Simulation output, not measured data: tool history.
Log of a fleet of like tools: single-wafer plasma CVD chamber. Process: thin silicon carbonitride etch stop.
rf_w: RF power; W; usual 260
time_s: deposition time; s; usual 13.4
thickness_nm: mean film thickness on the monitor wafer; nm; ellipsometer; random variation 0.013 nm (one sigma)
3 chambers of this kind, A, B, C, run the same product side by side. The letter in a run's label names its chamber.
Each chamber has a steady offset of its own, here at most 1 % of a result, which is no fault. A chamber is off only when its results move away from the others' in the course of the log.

run   hour  rf_w  time_s  hours since the last thermocouple change  hours since the last RF generator calibration  read-back reference wafer on the same gauge, thickness_nm  thickness_nm
 1A   10.1   260    13.4                                     937.7                                          977.8                                                     9.4242        8.2987
 2C   16.9   260    13.4                                     531.7                                           19.2                                                     9.4232        8.1601
 3B   26.4   260    13.4                                    1761.5                                          436.8                                                     9.4289        8.2798
 4A   36.7   260    13.4                                     964.3                                         1004.4                                                     9.4278        8.2728
 5C   46.5   260    13.4                                     561.3                                           48.8                                                     9.4337        8.2095
 6B   52.3   260    13.4                                    1787.4                                          462.7                                                     9.4356        8.2877
 7C   63.1   260    13.4                                     577.9                                           65.4                                                     9.4418        8.2019
 8B   69.1   260    13.4                                    1804.2                                          479.5                                                     9.4442        8.2628
 9A   75.6   260    13.4                                    1003.2                                         1043.3                                                     9.4448        8.2971
10C   84.3   260    13.4                                     599.1                                           86.6                                                     9.4505        8.2325
11B   91.1   260    13.4                                    1826.2                                          501.5                                                     9.4529        8.2783
12A   97.8   260    13.4                                    1025.4                                         1065.5                                                     9.4533        8.3064
13B  104.5   260    13.4                                    1839.6                                          514.9                                                     9.4559        8.2680
14C  114.0   260    13.4                                     628.8                                          116.3                                                     9.4611        8.2175
15A  122.1   260    13.4                                    1049.7                                         1089.8                                                     9.4623        8.3314
16B  128.9   260    13.4                                    1864.0                                          539.3                                                     9.4639        8.2849
17C  140.4   260    13.4                                     655.2                                          142.7                                                     9.4688        8.2501
18A  148.6   260    13.4                                    1076.2                                         1116.3                                                     9.4704        8.2967
     152.4  -- chamber A: RF generator calibrated
19C  158.6   275    15.7                                     673.4                                          160.9                                                     9.4775        9.8141
20A  167.4   275    15.7                                    1095.0                                           15.1                                                     9.4785        9.9233
21B  175.3   275    15.7                                    1910.4                                          585.7                                                     9.4783        9.9033

What goes on in this fleet: one chamber off, a drifting gauge, or nothing beyond the chambers' own small offsets? Name the chamber and the cause, if any.

The gauge drifts, so all chambers seem to drift together. No chamber is off.
Cause: gauge reads high (%) = 0.663.

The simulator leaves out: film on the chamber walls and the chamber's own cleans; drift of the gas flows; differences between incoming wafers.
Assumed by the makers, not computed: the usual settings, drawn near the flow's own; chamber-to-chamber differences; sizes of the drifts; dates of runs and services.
